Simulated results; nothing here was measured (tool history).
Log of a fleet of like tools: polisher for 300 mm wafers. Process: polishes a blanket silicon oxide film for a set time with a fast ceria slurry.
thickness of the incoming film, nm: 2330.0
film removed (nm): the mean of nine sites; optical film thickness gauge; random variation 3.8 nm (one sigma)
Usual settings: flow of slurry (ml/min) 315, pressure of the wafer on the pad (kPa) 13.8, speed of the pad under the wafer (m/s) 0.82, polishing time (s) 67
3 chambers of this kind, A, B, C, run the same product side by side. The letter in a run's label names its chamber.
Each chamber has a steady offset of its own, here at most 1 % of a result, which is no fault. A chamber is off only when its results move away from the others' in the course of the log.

run    day  flow of slurry (ml/min)  pressure of the wafer on the pad (kPa)  speed of the pad under the wafer (m/s)  polishing time (s)  film removed (nm)
     0.025  -- chamber C: worn pad replaced by a new one
     0.329  -- chamber A: head pressure recalibrated
 1B  0.354                      315                                    13.8                                    0.82                  67             512.23
     0.442  -- chamber A: worn pad replaced by a new one
 2C  0.625                      315                                    13.8                                    0.82                  67             523.15
 3A  0.921                      315                                    13.8                                    0.82                  67             525.87
 4A  1.312                      315                                    13.8                                    0.82                  67             526.98
 5B  1.608                      315                                    13.8                                    0.82                  67             519.05
 6C  1.962                      315                                    13.8                                    0.82                  67             532.37
 7B    2.2                      315                                    13.8                                    0.82                  67              519.9
 8C  2.425                      315                                    13.8                                    0.82                  67             527.92
 9A  2.742                      315                                    13.8                                    0.98                  67              628.9
     2.929  -- chamber A: worn pad replaced by a new one
10B  3.104                      315                                    13.8                                    0.98                  67             618.98
     3.267  -- chamber C: worn pad replaced by a new one
     3.371  -- chamber B: worn pad replaced by a new one
11C  3.442                      315                                    13.8                                    0.98                  67             636.92
12A  3.725                      315                                    13.8                                    0.82                  67             528.56
13C  3.992                      315                                    13.8                                    0.82                  67              535.3
14B  4.375                      315                                    13.8                                    0.82                  67             520.65
15A  4.688                      315                                    13.8                                    0.82                  67             528.68
16A  4.908                      315                                    13.8                                    0.82                  67             522.25
17B  5.225                      315                                    13.8                                    0.82                  67             523.55
18C  5.467                      315                                    13.8                                    0.82                  67             545.09
19B  5.646                      315                                    13.8                                    0.82                  67              525.8
20C   5.95                      315                                    13.8                                    0.82                  67             551.04
      6.05  -- chamber A: worn pad replaced by a new one
21A  6.304                      315                                    13.8                                    0.82                  67              527.1
22B  6.479                      315                                    13.8                                    0.82                  67             518.91
     6.746  -- chamber C: worn pad replaced by a new one
23A  6.838                      315                                    13.8                                    0.82                  67             528.87
24C  7.054                      315                                    13.8                                    0.82                  67             558.66

Is one chamber off against the others, does the gauge drift, or is nothing wrong? If a chamber is off, say which, and what the likeliest cause is.

Chamber C drifts away from the others.
Cause: head's pressure above its setpoint, % = 5.86.

Here are 4 candidates for chamber C's next run, each the usual settings with a change, their results left as question marks. Which one brings its results back in line with what the others give on the usual settings?
In line means no further than this from the other chambers' mean on the usual settings: film removed (nm) 13
25C-1  7.333                      315                                    13.8                                    0.76                  67                  ?
25C-2  7.333                      315                                    13.8                                    0.82                  60                  ?
25C-3  7.333                      315                                    14.5                                    0.84                  69                  ?
25C-4  7.333                      315                                    13.8                                    0.88                  67                  ?

The other chambers' mean on the usual settings: film removed (nm) 524.32
  run  film removed (nm)
25C-1             518.65
25C-2             500.53
25C-3             618.72
25C-4             599.21
25C-1 brings the chamber back in line.

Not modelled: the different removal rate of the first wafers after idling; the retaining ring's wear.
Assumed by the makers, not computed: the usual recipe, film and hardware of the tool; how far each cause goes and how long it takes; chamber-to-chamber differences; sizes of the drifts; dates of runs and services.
